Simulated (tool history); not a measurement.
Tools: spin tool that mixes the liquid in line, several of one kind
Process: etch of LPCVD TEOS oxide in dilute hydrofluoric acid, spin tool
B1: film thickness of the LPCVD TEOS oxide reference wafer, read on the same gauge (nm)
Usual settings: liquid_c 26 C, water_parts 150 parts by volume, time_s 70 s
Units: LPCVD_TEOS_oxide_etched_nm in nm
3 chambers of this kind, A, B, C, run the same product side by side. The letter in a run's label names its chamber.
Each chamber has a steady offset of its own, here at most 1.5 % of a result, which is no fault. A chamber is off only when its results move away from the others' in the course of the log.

run 1B hour=10.1 | liquid_c=26 water_parts=150 time_s=70 | B1=89.979 | LPCVD_TEOS_oxide_etched_nm=26.228
run 2A hour=17.9 | liquid_c=26 water_parts=150 time_s=70 | B1=90.021 | LPCVD_TEOS_oxide_etched_nm=26.765
run 3C hour=27.8 | liquid_c=26 water_parts=150 time_s=70 | B1=89.991 | LPCVD_TEOS_oxide_etched_nm=26.445
run 4C hour=38.7 | liquid_c=26 water_parts=150 time_s=70 | B1=90.033 | LPCVD_TEOS_oxide_etched_nm=26.264
run 5B hour=46.3 | liquid_c=26 water_parts=150 time_s=70 | B1=89.959 | LPCVD_TEOS_oxide_etched_nm=26.743
-- hour=49.7 chamber C: thermometer replaced
run 6A hour=53.1 | liquid_c=29.5 water_parts=150 time_s=70 | B1=90.035 | LPCVD_TEOS_oxide_etched_nm=30.646
run 7A hour=60.3 | liquid_c=29.5 water_parts=150 time_s=70 | B1=90.018 | LPCVD_TEOS_oxide_etched_nm=30.142
run 8C hour=70.1 | liquid_c=29.5 water_parts=150 time_s=70 | B1=90.001 | LPCVD_TEOS_oxide_etched_nm=29.549
run 9B hour=75.3 | liquid_c=26 water_parts=150 time_s=70 | B1=89.972 | LPCVD_TEOS_oxide_etched_nm=26.268
run 10B hour=84.5 | liquid_c=26 water_parts=150 time_s=70 | B1=89.998 | LPCVD_TEOS_oxide_etched_nm=26.169
run 11C hour=89.6 | liquid_c=26 water_parts=150 time_s=110 | B1=90.015 | LPCVD_TEOS_oxide_etched_nm=40.445
run 12A hour=95.6 | liquid_c=26 water_parts=150 time_s=110 | B1=90.016 | LPCVD_TEOS_oxide_etched_nm=42.031
run 13B hour=100.5 | liquid_c=26 water_parts=150 time_s=110 | B1=89.993 | LPCVD_TEOS_oxide_etched_nm=41.371
run 14A hour=110.2 | liquid_c=26 water_parts=150 time_s=70 | B1=89.988 | LPCVD_TEOS_oxide_etched_nm=26.417
run 15C hour=118.2 | liquid_c=26 water_parts=90 time_s=50 | B1=89.97 | LPCVD_TEOS_oxide_etched_nm=32.849
-- hour=125.7 chamber B: hydrofluoric acid flow meter replaced
run 16C hour=126.3 | liquid_c=26 water_parts=90 time_s=50 | B1=89.991 | LPCVD_TEOS_oxide_etched_nm=32.498
run 17B hour=133.1 | liquid_c=26 water_parts=90 time_s=50 | B1=90.012 | LPCVD_TEOS_oxide_etched_nm=33.878
run 18A hour=139.2 | liquid_c=26 water_parts=150 time_s=40 | B1=90.025 | LPCVD_TEOS_oxide_etched_nm=15.068
run 19C hour=146.7 | liquid_c=26 water_parts=150 time_s=40 | B1=89.972 | LPCVD_TEOS_oxide_etched_nm=14.376
run 20B hour=151.6 | liquid_c=26 water_parts=150 time_s=40 | B1=89.983 | LPCVD_TEOS_oxide_etched_nm=15.173
run 21A hour=158.5 | liquid_c=26 water_parts=150 time_s=70 | B1=90.034 | LPCVD_TEOS_oxide_etched_nm=26.436
run 22A hour=164.9 | liquid_c=26 water_parts=150 time_s=70 | B1=89.993 | LPCVD_TEOS_oxide_etched_nm=26.618
run 23B hour=171.2 | liquid_c=26 water_parts=150 time_s=70 | B1=89.985 | LPCVD_TEOS_oxide_etched_nm=26.436
run 24C hour=178.9 | liquid_c=26 water_parts=150 time_s=70 | B1=89.992 | LPCVD_TEOS_oxide_etched_nm=24.593
run 25A hour=186.1 | liquid_c=26 water_parts=150 time_s=70 | B1=89.999 | LPCVD_TEOS_oxide_etched_nm=26.84
run 26B hour=192.9 | liquid_c=26 water_parts=195 time_s=70 | B1=90.045 | LPCVD_TEOS_oxide_etched_nm=19.149

All 3 chambers run these settings next. Forecast each chamber's results:
run 27A hour=200.8 | liquid_c=24.5 water_parts=150 time_s=70 | LPCVD_TEOS_oxide_etched_nm=?
run 27B hour=200.8 | liquid_c=24.5 water_parts=150 time_s=70 | LPCVD_TEOS_oxide_etched_nm=?
run 27C hour=200.8 | liquid_c=24.5 water_parts=150 time_s=70 | LPCVD_TEOS_oxide_etched_nm=?

run=27A LPCVD_TEOS_oxide_etched_nm=25.458
run=27B LPCVD_TEOS_oxide_etched_nm=24.965
run=27C LPCVD_TEOS_oxide_etched_nm=22.657

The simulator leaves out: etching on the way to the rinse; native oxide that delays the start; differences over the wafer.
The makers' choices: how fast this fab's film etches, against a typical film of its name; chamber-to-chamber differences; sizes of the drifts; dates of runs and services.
